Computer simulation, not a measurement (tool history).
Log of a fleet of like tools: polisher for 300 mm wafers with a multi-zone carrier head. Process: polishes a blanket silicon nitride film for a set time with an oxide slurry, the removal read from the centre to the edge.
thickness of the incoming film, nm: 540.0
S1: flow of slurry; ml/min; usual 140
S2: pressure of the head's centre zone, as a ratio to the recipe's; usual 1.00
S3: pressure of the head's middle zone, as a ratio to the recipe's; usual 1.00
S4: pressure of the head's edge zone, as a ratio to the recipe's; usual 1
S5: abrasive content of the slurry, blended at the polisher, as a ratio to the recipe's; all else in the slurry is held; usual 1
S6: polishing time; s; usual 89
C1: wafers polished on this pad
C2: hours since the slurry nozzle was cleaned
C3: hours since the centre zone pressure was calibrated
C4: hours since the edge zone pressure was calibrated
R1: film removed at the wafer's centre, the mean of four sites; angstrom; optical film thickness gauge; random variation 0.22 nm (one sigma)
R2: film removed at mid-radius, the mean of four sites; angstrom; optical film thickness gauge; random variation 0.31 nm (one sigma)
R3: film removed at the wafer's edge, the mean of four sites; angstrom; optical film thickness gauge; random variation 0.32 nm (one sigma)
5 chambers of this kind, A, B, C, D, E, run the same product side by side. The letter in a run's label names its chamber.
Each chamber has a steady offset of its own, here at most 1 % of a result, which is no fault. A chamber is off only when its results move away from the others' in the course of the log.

{"run": "1D", "day": 0.142, "S1": 140, "S2": 1.0, "S3": 1.0, "S4": 1, "S5": 1, "S6": 89, "C1": 258, "C2": 7.0, "C3": 204.4, "C4": 410.8, "R1": 317.86, "R2": 313.02, "R3": 313.65}
{"run": "2E", "day": 0.262, "S1": 140, "S2": 1.0, "S3": 1.0, "S4": 1, "S5": 1, "S6": 89, "C1": 798, "C2": 319.0, "C3": 493.2, "C4": 750.7, "R1": 313.45, "R2": 311.39, "R3": 315.53}
{"run": "3C", "day": 0.421, "S1": 140, "S2": 1.0, "S3": 1.0, "S4": 1, "S5": 1, "S6": 89, "C1": 475, "C2": 322.7, "C3": 784.1, "C4": 407.4, "R1": 311.36, "R2": 312.96, "R3": 311.61}
{"run": "4B", "day": 0.567, "S1": 140, "S2": 1.0, "S3": 1.0, "S4": 1, "S5": 1, "S6": 89, "C1": 253, "C2": 484.6, "C3": 387.9, "C4": 227.0, "R1": 315.69, "R2": 316.18, "R3": 317.27}
{"run": "5A", "day": 0.717, "S1": 140, "S2": 1.0, "S3": 1.0, "S4": 1, "S5": 1, "S6": 89, "C1": 692, "C2": 239.5, "C3": 522.7, "C4": 291.1, "R1": 315.68, "R2": 312.68, "R3": 314.34}
{"run": "6E", "day": 0.862, "S1": 140, "S2": 1.0, "S3": 1.0, "S4": 1, "S5": 1, "S6": 89, "C1": 924, "C2": 333.4, "C3": 507.6, "C4": 765.1, "R1": 311.6, "R2": 318.06, "R3": 316.09}
{"run": "7D", "day": 1.046, "S1": 140, "S2": 1.0, "S3": 1.0, "S4": 1, "S5": 1, "S6": 89, "C1": 448, "C2": 28.7, "C3": 226.1, "C4": 432.5, "R1": 315.87, "R2": 310.75, "R3": 310.1}
{"run": "8A", "day": 1.204, "S1": 140, "S2": 0.96, "S3": 1.0, "S4": 1, "S5": 1, "S6": 102, "C1": 794, "C2": 251.2, "C3": 534.4, "C4": 302.8, "R1": 344.75, "R2": 364.26, "R3": 365.03}
{"run": "9C", "day": 1.379, "S1": 140, "S2": 0.96, "S3": 1.0, "S4": 1, "S5": 1, "S6": 102, "C1": 676, "C2": 345.7, "C3": 807.1, "C4": 430.4, "R1": 343.07, "R2": 355.97, "R3": 362.26}
{"day": 1.417, "done": "chamber B: slurry nozzle cleaned"}
{"run": "10B", "day": 1.546, "S1": 140, "S2": 0.96, "S3": 1.0, "S4": 1, "S5": 1, "S6": 102, "C1": 459, "C2": 3.2, "C3": 411.4, "C4": 250.5, "R1": 349.68, "R2": 353.66, "R3": 359.39}
{"day": 1.638, "done": "chamber E: centre zone pressure recalibrated"}
{"day": 1.658, "done": "chamber C: worn pad replaced by a new one"}
{"day": 1.667, "done": "chamber A: worn pad replaced by a new one"}
{"run": "11C", "day": 1.725, "S1": 140, "S2": 0.96, "S3": 1.0, "S4": 1, "S5": 1, "S6": 102, "C1": 14, "C2": 354.0, "C3": 815.4, "C4": 438.7, "R1": 347.9, "R2": 358.98, "R3": 361.31}
{"run": "12B", "day": 1.842, "S1": 140, "S2": 0.96, "S3": 1.0, "S4": 1, "S5": 1, "S6": 102, "C1": 521, "C2": 10.3, "C3": 418.5, "C4": 257.6, "R1": 349.88, "R2": 360.03, "R3": 356.7}
{"run": "13A", "day": 2.0, "S1": 140, "S2": 1.0, "S3": 1.0, "S4": 1, "S5": 1, "S6": 89, "C1": 70, "C2": 270.3, "C3": 553.5, "C4": 321.9, "R1": 319.03, "R2": 313.89, "R3": 318.31}
{"run": "14E", "day": 2.142, "S1": 140, "S2": 1.0, "S3": 1.0, "S4": 1, "S5": 1, "S6": 89, "C1": 1192, "C2": 364.1, "C3": 12.1, "C4": 795.8, "R1": 309.66, "R2": 312.97, "R3": 315.29}
{"run": "15D", "day": 2.325, "S1": 140, "S2": 1.07, "S3": 1.0, "S4": 1, "S5": 1, "S6": 89, "C1": 716, "C2": 59.4, "C3": 256.8, "C4": 463.2, "R1": 339.61, "R2": 310.11, "R3": 312.32}
{"day": 2.417, "done": "chamber E: worn pad replaced by a new one"}
{"run": "16C", "day": 2.438, "S1": 140, "S2": 1.07, "S3": 1.0, "S4": 1, "S5": 1, "S6": 89, "C1": 164, "C2": 371.1, "C3": 832.5, "C4": 455.8, "R1": 335.27, "R2": 316.25, "R3": 313.78}
{"run": "17A", "day": 2.554, "S1": 140, "S2": 1.07, "S3": 1.0, "S4": 1, "S5": 1, "S6": 89, "C1": 186, "C2": 283.6, "C3": 566.8, "C4": 335.2, "R1": 342.23, "R2": 315.16, "R3": 316.08}
{"run": "18E", "day": 2.742, "S1": 140, "S2": 1.07, "S3": 1.0, "S4": 1, "S5": 1, "S6": 89, "C1": 68, "C2": 378.5, "C3": 26.5, "C4": 810.2, "R1": 332.3, "R2": 314.18, "R3": 312.63}
{"run": "19B", "day": 2.933, "S1": 140, "S2": 1.07, "S3": 1.0, "S4": 1, "S5": 1, "S6": 89, "C1": 750, "C2": 36.5, "C3": 444.7, "C4": 283.8, "R1": 347.17, "R2": 312.78, "R3": 313.89}
{"day": 3.038, "done": "chamber D: worn pad replaced by a new one"}
{"run": "20D", "day": 3.088, "S1": 140, "S2": 0.92, "S3": 1.0, "S4": 1, "S5": 1, "S6": 109, "C1": 10, "C2": 77.7, "C3": 275.1, "C4": 481.5, "R1": 357.88, "R2": 385.61, "R3": 384.24}
{"run": "21D", "day": 3.267, "S1": 140, "S2": 0.92, "S3": 1.0, "S4": 1, "S5": 1, "S6": 109, "C1": 48, "C2": 82.0, "C3": 279.4, "C4": 485.8, "R1": 351.44, "R2": 385.98, "R3": 376.79}
{"run": "22E", "day": 3.396, "S1": 140, "S2": 0.92, "S3": 1.0, "S4": 1, "S5": 1, "S6": 109, "C1": 205, "C2": 394.2, "C3": 42.2, "C4": 825.9, "R1": 339.12, "R2": 375.09, "R3": 377.19}
{"run": "23A", "day": 3.533, "S1": 140, "S2": 0.92, "S3": 1.0, "S4": 1, "S5": 1, "S6": 109, "C1": 391, "C2": 307.1, "C3": 590.3, "C4": 358.7, "R1": 353.94, "R2": 391.9, "R3": 387.31}
{"day": 3.583, "done": "chamber E: edge zone pressure recalibrated"}
{"run": "24B", "day": 3.7, "S1": 140, "S2": 0.92, "S3": 1.0, "S4": 1, "S5": 1, "S6": 109, "C1": 910, "C2": 54.9, "C3": 463.1, "C4": 302.2, "R1": 354.53, "R2": 384.42, "R3": 384.82}
{"run": "25C", "day": 3.804, "S1": 140, "S2": 1.0, "S3": 1.0, "S4": 1, "S5": 1, "S6": 89, "C1": 450, "C2": 403.9, "C3": 865.3, "C4": 488.6, "R1": 315.92, "R2": 314.32, "R3": 315.95}
{"run": "26A", "day": 3.921, "S1": 140, "S2": 1.0, "S3": 1.0, "S4": 1, "S5": 1, "S6": 89, "C1": 472, "C2": 316.4, "C3": 599.6, "C4": 368.0, "R1": 315.33, "R2": 310.22, "R3": 316.92}
{"run": "27D", "day": 4.042, "S1": 140, "S2": 1.0, "S3": 1.0, "S4": 1, "S5": 1, "S6": 89, "C1": 210, "C2": 100.6, "C3": 298.0, "C4": 504.4, "R1": 316.86, "R2": 314.29, "R3": 308.28}
{"run": "28B", "day": 4.192, "S1": 140, "S2": 1.0, "S3": 1.0, "S4": 1, "S5": 1, "S6": 89, "C1": 1013, "C2": 66.7, "C3": 474.9, "C4": 314.0, "R1": 316.89, "R2": 311.43, "R3": 318.14}
{"run": "29C", "day": 4.325, "S1": 140, "S2": 1.0, "S3": 1.0, "S4": 1, "S5": 1, "S6": 89, "C1": 559, "C2": 416.4, "C3": 877.8, "C4": 501.1, "R1": 312.39, "R2": 312.53, "R3": 311.2}
{"run": "30E", "day": 4.512, "S1": 140, "S2": 1.0, "S3": 1.0, "S4": 1, "S5": 1, "S6": 89, "C1": 439, "C2": 421.0, "C3": 69.0, "C4": 22.4, "R1": 298.69, "R2": 299.42, "R3": 310.54}
{"run": "31B", "day": 4.646, "S1": 140, "S2": 1.07, "S3": 1.08, "S4": 1, "S5": 1, "S6": 89, "C1": 1109, "C2": 77.6, "C3": 485.8, "C4": 324.9, "R1": 339.82, "R2": 337.09, "R3": 316.0}
{"run": "32C", "day": 4.792, "S1": 140, "S2": 1.07, "S3": 1.08, "S4": 1, "S5": 1, "S6": 89, "C1": 657, "C2": 427.6, "C3": 889.0, "C4": 512.3, "R1": 337.75, "R2": 334.28, "R3": 311.28}
{"run": "33D", "day": 4.896, "S1": 140, "S2": 1.07, "S3": 1.08, "S4": 1, "S5": 1, "S6": 89, "C1": 389, "C2": 121.1, "C3": 318.5, "C4": 524.9, "R1": 339.34, "R2": 335.26, "R3": 312.04}
{"run": "34A", "day": 5.042, "S1": 140, "S2": 1.07, "S3": 1.08, "S4": 1, "S5": 1, "S6": 89, "C1": 707, "C2": 343.3, "C3": 626.5, "C4": 394.9, "R1": 342.91, "R2": 340.58, "R3": 315.06}
{"run": "35E", "day": 5.212, "S1": 140, "S2": 1.07, "S3": 1.08, "S4": 1, "S5": 1, "S6": 89, "C1": 586, "C2": 437.8, "C3": 85.8, "C4": 39.2, "R1": 314.5, "R2": 323.95, "R3": 299.98}
{"day": 5.329, "done": "chamber B: worn pad replaced by a new one"}
{"run": "36B", "day": 5.396, "S1": 140, "S2": 1.0, "S3": 1.0, "S4": 1, "S5": 1, "S6": 89, "C1": 14, "C2": 95.6, "C3": 503.8, "C4": 342.9, "R1": 321.29, "R2": 309.09, "R3": 317.67}
{"day": 5.504, "done": "chamber C: worn pad replaced by a new one"}
{"run": "37E", "day": 5.504, "S1": 140, "S2": 1.0, "S3": 1.0, "S4": 1, "S5": 1, "S6": 89, "C1": 647, "C2": 444.8, "C3": 92.8, "C4": 46.2, "R1": 296.96, "R2": 293.52, "R3": 302.52}
{"run": "38D", "day": 5.642, "S1": 140, "S2": 1.0, "S3": 1.0, "S4": 1, "S5": 1, "S6": 89, "C1": 546, "C2": 139.0, "C3": 336.4, "C4": 542.8, "R1": 320.18, "R2": 312.07, "R3": 317.84}
{"run": "39C", "day": 5.754, "S1": 140, "S2": 1.0, "S3": 1.0, "S4": 1, "S5": 1, "S6": 89, "C1": 53, "C2": 450.7, "C3": 912.1, "C4": 535.4, "R1": 318.31, "R2": 317.07, "R3": 317.86}
{"run": "40A", "day": 5.854, "S1": 140, "S2": 1.0, "S3": 1.0, "S4": 1, "S5": 1, "S6": 89, "C1": 878, "C2": 362.8, "C3": 646.0, "C4": 414.4, "R1": 318.19, "R2": 315.52, "R3": 311.47}

What goes on in this fleet: one chamber off, a drifting gauge, or nothing beyond the chambers' own small offsets? Name the chamber and the cause, if any.

Chamber E drifts away from the others.
Cause: slurry flow missing at the pad, % = 25.8.

Here are 4 candidates for chamber E's next run, each the usual settings with a change, their results left as question marks. Which one brings its results back in line with what the others give on the usual settings?
In line means no further than this from the other chambers' mean on the usual settings: R1 7.90 angstrom; R2 11.00 angstrom; R3 11.00 angstrom
{"run": "41E-1", "day": 5.996, "S1": 135, "S2": 0.97, "S3": 0.99, "S4": 1.02, "S5": 1, "S6": 85, "R1": "?", "R2": "?", "R3": "?"}
{"run": "41E-2", "day": 5.996, "S1": 145, "S2": 1.02, "S3": 1.0, "S4": 0.99, "S5": 1, "S6": 91, "R1": "?", "R2": "?", "R3": "?"}
{"run": "41E-3", "day": 5.996, "S1": 145, "S2": 1.03, "S3": 1.01, "S4": 0.98, "S5": 1, "S6": 93, "R1": "?", "R2": "?", "R3": "?"}
{"run": "41E-4", "day": 5.996, "S1": 135, "S2": 0.99, "S3": 0.99, "S4": 1.01, "S5": 1, "S6": 87, "R1": "?", "R2": "?", "R3": "?"}

The other chambers' mean on the usual settings: R1 316.56 angstrom; R2 313.61 angstrom; R3 314.61 angstrom
run=41E-1 R1=262.86 R2=277.03 R3=290.35
run=41E-2 R1=304.09 R2=304.95 R3=309.88
run=41E-3 R1=314.16 R2=314.46 R3=314.95
run=41E-4 R1=275.20 R2=283.52 R3=295.62
41E-3 brings the chamber back in line.

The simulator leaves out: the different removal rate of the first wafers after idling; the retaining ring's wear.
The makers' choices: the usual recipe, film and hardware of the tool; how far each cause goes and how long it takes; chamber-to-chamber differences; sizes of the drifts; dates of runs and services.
